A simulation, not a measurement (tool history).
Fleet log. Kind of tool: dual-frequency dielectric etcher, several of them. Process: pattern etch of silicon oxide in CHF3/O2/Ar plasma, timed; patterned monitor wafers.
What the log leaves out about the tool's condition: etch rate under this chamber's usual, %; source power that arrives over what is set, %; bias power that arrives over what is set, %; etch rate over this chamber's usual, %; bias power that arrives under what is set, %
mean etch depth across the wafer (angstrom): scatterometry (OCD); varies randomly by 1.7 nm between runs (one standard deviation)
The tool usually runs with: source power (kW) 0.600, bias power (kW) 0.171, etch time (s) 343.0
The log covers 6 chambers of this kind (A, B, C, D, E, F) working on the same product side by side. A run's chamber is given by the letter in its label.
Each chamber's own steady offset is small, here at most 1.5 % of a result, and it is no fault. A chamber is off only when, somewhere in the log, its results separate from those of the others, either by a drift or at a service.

run,hour,source power (kW),bias power (kW),etch time (s),hours since the last wet clean,hours since the last source power generator calibration,hours since the last bias power generator calibration,"read-back reference wafer on the same gauge, depth_nm",mean etch depth across the wafer (angstrom)
1B,14.9,0.600,0.171,343.0,145.6,503.9,33.2,596.09,6605.5
2E,25.1,0.600,0.171,343.0,68.0,739.4,73.9,596.15,6647.9
3F,37.2,0.600,0.171,343.0,269.5,1565.8,69.3,596.04,6689.4
4C,47.5,0.600,0.171,343.0,357.2,1781.0,367.1,596.19,6637.2
5A,58.4,0.600,0.131,343.0,447.6,1527.6,1322.8,595.89,6146.3
6D,68.9,0.600,0.131,343.0,127.1,918.6,1651.6,595.85,6087.7
7A,82.2,0.600,0.131,343.0,471.4,1551.4,1346.6,596.49,6170.7
8D,93.7,0.600,0.131,343.0,151.9,943.4,1676.4,595.89,6078.2
9B,101.6,0.600,0.131,343.0,232.3,590.6,119.9,595.88,6060.9
10E,111.1,0.600,0.131,343.0,154.0,825.4,159.9,596.01,6114.2
11C,119.8,0.600,0.171,343.0,429.5,1853.3,439.4,596.11,6642.6
12F,133.4,0.600,0.171,343.0,365.7,1662.0,165.5,595.59,6701.4
13F,145.0,0.600,0.171,343.0,377.3,1673.6,177.1,595.89,6700.5
# hour 145.8: chamber A: wet clean of the chamber
14A,157.6,0.600,0.171,343.0,11.9,1626.8,1422.0,595.97,6719.0
# hour 158.0: chamber F: wet clean of the chamber
15D,169.1,0.600,0.171,343.0,227.3,1018.8,1751.8,596.13,6616.1
16E,181.0,0.600,0.171,343.0,223.9,895.3,229.8,595.84,6655.8
# hour 183.7: chamber C: wet clean of the chamber
17C,191.8,0.600,0.171,343.0,8.1,1925.3,511.4,596.14,6421.3
18B,201.6,0.600,0.171,343.0,332.3,690.6,219.9,596.03,6589.0
19F,210.5,0.600,0.131,293.5,52.5,1739.1,242.6,596.02,5257.0
20D,224.3,0.600,0.131,293.5,282.5,1074.0,1807.0,596.09,5194.3
21A,231.9,0.600,0.131,293.5,86.2,1701.1,1496.3,596.04,5274.2
22C,245.4,0.600,0.131,293.5,61.7,1978.9,565.0,595.83,5057.4
23B,260.2,0.600,0.131,293.5,390.9,749.2,278.5,595.77,5190.9
24E,267.3,0.600,0.131,293.5,310.2,981.6,316.1,595.56,5235.1
25B,281.9,0.600,0.171,343.0,412.6,770.9,300.2,596.22,6565.7
26D,291.1,0.600,0.171,343.0,349.3,1140.8,1873.8,596.01,6641.8
27A,304.4,0.600,0.171,343.0,158.7,1773.6,1568.8,595.77,6745.2
28F,312.9,0.600,0.171,343.0,154.9,1841.5,345.0,596.01,6645.5
# hour 317.8: chamber D: wet clean of the chamber
29E,326.6,0.600,0.171,343.0,369.5,1040.9,375.4,596.08,6669.0
30C,339.4,0.600,0.171,343.0,155.7,2072.9,659.0,595.99,6411.6
31A,353.7,0.600,0.171,343.0,208.0,1822.9,1618.1,595.80,6712.0
32B,365.7,0.600,0.171,343.0,496.4,854.7,384.0,596.15,6617.4
33C,378.9,0.600,0.171,343.0,195.2,2112.4,698.5,595.97,6417.3
34D,389.1,0.600,0.171,343.0,71.4,1238.8,1971.8,595.61,6643.3
35F,396.7,0.600,0.171,343.0,238.7,1925.3,428.8,596.01,6695.7
36E,410.3,0.600,0.171,343.0,453.2,1124.6,459.1,596.39,6687.2

Does one chamber stand apart from the rest, does the shared gauge drift, or is all well apart from small per-chamber offsets? Give the chamber and the most likely cause, where there is one.

The work done on chamber C during a service left it standing apart from the others.
Likeliest cause: etch rate under this chamber's usual, % = 3.02.

Chamber C could run next with any of the 4 candidate recipes listed below; each alters the usual settings, and their results appear as question marks. Which one brings its results back in line with what the other chambers deliver on the usual settings?
In line means no further than this from the other chambers' mean on the usual settings: mean etch depth across the wafer (angstrom) 58.0
37C-1,421.3,0.600,0.140,343.0,,,,,?
37C-2,421.3,0.610,0.173,362.5,,,,,?
37C-3,421.3,0.600,0.170,333.5,,,,,?
37C-4,421.3,0.600,0.172,354.0,,,,,?

Usual-settings mean across the other chambers: mean etch depth across the wafer (angstrom) 6658.6
run,mean etch depth across the wafer (angstrom)
37C-1,6046.3
37C-2,6889.9
37C-3,6262.7
37C-4,6673.5
37C-4 brings the chamber back in line.

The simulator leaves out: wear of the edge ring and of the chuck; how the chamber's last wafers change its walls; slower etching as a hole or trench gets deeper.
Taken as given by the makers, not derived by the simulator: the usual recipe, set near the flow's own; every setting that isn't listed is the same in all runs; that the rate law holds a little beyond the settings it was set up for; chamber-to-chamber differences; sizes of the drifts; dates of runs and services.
